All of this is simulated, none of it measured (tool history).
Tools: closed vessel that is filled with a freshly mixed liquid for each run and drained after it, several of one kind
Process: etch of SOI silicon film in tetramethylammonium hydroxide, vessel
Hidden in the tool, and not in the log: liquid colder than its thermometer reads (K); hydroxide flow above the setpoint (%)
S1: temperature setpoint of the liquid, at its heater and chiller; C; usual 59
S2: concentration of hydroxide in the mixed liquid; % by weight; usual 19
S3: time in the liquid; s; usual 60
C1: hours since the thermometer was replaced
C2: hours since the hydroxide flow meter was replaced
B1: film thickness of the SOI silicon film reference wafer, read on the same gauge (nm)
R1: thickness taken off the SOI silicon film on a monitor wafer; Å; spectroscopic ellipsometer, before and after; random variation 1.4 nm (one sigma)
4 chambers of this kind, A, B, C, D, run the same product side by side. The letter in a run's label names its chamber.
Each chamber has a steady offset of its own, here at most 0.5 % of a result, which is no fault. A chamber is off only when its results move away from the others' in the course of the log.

| run | hour | S1 | S2 | S3 | C1 | C2 | B1 | R1 |
|---|---|---|---|---|---|---|---|---|
| 1A | 9.3 | 59 | 19 | 60 | 2048.4 | 1455.2 | 30.03 | 1692.7 |
| 2B | 16 | 59 | 19 | 60 | 547.9 | 187.1 | 30.01 | 1664 |
| 3C | 26.2 | 59 | 19 | 60 | 575.3 | 962.8 | 30.021 | 1683.5 |
| 4D | 39.9 | 59 | 19 | 60 | 266.3 | 1827.7 | 30.006 | 1711.4 |
| 5C | 53.8 | 59 | 19 | 60 | 602.9 | 990.4 | 29.973 | 1665.2 |
| 6A | 61.4 | 59 | 19 | 60 | 2100.5 | 1507.3 | 30 | 1690 |
| 7D | 76.1 | 59 | 19 | 60 | 302.5 | 1863.9 | 29.974 | 1676.5 |
| 8B | 83 | 59 | 19 | 60 | 614.9 | 254.1 | 29.988 | 1700 |
| 9A | 95.7 | 59 | 19 | 60 | 2134.8 | 1541.6 | 29.997 | 1678.4 |
| 10D | 102.5 | 59 | 21.5 | 70 | 328.9 | 1890.3 | 30.004 | 1864.1 |
| 11C | 116.8 | 59 | 21.5 | 70 | 665.9 | 1053.4 | 29.979 | 1881.5 |
| 12B | 123.3 | 59 | 21.5 | 70 | 655.2 | 294.4 | 30.006 | 1839 |
| 13A | 132.4 | 59 | 21.5 | 70 | 2171.5 | 1578.3 | 30.007 | 1851.5 |
| 14C | 145 | 59 | 19 | 60 | 694.1 | 1081.6 | 29.969 | 1694.9 |
| 15B | 153.8 | 59 | 19 | 60 | 685.7 | 324.9 | 29.976 | 1671.7 |
| 16D | 165.6 | 59 | 19 | 60 | 392 | 1953.4 | 30.019 | 1667.8 |
|  | 172.1 | chamber B: thermometer replaced |
| 17A | 179.7 | 59 | 19 | 60 | 2218.8 | 1625.6 | 30.003 | 1677.9 |
| 18C | 190.8 | 59 | 19 | 60 | 739.9 | 1127.4 | 30.013 | 1693.6 |
|  | 197.5 | chamber A: thermometer replaced |
| 19B | 204.1 | 59 | 19 | 60 | 32.1 | 375.2 | 30.011 | 1719.5 |
| 20D | 219.1 | 59 | 19 | 60 | 445.5 | 2006.9 | 29.967 | 1644.6 |
| 21C | 229.4 | 59 | 19 | 60 | 778.5 | 1166 | 29.996 | 1708.6 |
| 22D | 244.2 | 59 | 19 | 60 | 470.6 | 2032 | 30.011 | 1646.7 |
| 23B | 251.8 | 59 | 19 | 60 | 79.8 | 422.9 | 29.997 | 1695.1 |
| 24A | 259.5 | 59 | 19 | 60 | 62.1 | 1705.4 | 29.991 | 1703.3 |
| 25A | 274.5 | 51.5 | 19 | 60 | 77.1 | 1720.4 | 30.001 | 1020.8 |
| 26D | 286.6 | 51.5 | 19 | 60 | 513 | 2074.4 | 30.007 | 977.98 |
| 27B | 295.3 | 51.5 | 19 | 60 | 123.3 | 466.4 | 30.018 | 1021.2 |
| 28C | 303.3 | 51.5 | 19 | 60 | 852.4 | 1239.9 | 29.993 | 1034.8 |
| 29A | 315.3 | 59 | 19 | 60 | 117.9 | 1761.2 | 30.002 | 1668.7 |
| 30B | 329.5 | 59 | 19 | 60 | 157.5 | 500.6 | 30.006 | 1707.1 |
|  | 339.8 | chamber D: hydroxide flow meter replaced |
| 31C | 344.4 | 59 | 19 | 60 | 893.5 | 1281 | 29.995 | 1696 |
| 32D | 353.3 | 59 | 19 | 60 | 579.7 | 13.5 | 30.007 | 1600.4 |
| 33B | 361.1 | 59 | 19 | 60 | 189.1 | 532.2 | 29.974 | 1679.6 |
| 34D | 375.1 | 59 | 19 | 60 | 601.5 | 35.3 | 30.003 | 1581.3 |
| 35A | 389 | 59 | 17 | 60 | 191.6 | 1834.9 | 30.008 | 1742.8 |
| 36C | 401.4 | 59 | 17 | 60 | 950.5 | 1338 | 30.011 | 1735.5 |
|  | 408.7 | chamber C: thermometer replaced |
| 37B | 416 | 59 | 17 | 60 | 244 | 587.1 | 30.005 | 1779.6 |
| 38D | 423 | 59 | 17 | 60 | 649.4 | 83.2 | 29.978 | 1649.8 |
| 39A | 434.9 | 59 | 19 | 60 | 237.5 | 1880.8 | 30.032 | 1680.8 |
| 40C | 446.3 | 59 | 19 | 60 | 37.6 | 1382.9 | 30.042 | 1696.6 |
| 41C | 461 | 55 | 19 | 60 | 52.3 | 1397.6 | 30 | 1300.9 |
| 42D | 468.6 | 55 | 19 | 60 | 695 | 128.8 | 29.976 | 1174.3 |
| 43A | 475.3 | 55 | 19 | 60 | 277.9 | 1921.2 | 30.003 | 1301.2 |

Is one chamber off against the others, does the gauge drift, or is nothing wrong? If a chamber is off, say which, and what the likeliest cause is.

Chamber D drifts away from the others.
Cause: liquid colder than its thermometer reads (K) = 1.57.

Here are 4 candidates for chamber D's next run, each the usual settings with a change, their results left as question marks. Which one brings its results back in line with what the others give on the usual settings?
In line means no further than this from the other chambers' mean on the usual settings: R1 49 Å
| 44D-1 | 486 | 59.5 | 19 | 60 |  |  |  | ? |
| 44D-2 | 486 | 59 | 19 | 55 |  |  |  | ? |
| 44D-3 | 486 | 58.5 | 19 | 60 |  |  |  | ? |
| 44D-4 | 486 | 60.5 | 19 | 60 |  |  |  | ? |

The other chambers' mean on the usual settings: R1 1691.1 Å
| run | R1 |
|---|---|
| 44D-1 | 1592.4 |
| 44D-2 | 1413.1 |
| 44D-3 | 1493.2 |
| 44D-4 | 1696.5 |
44D-4 brings the chamber back in line.
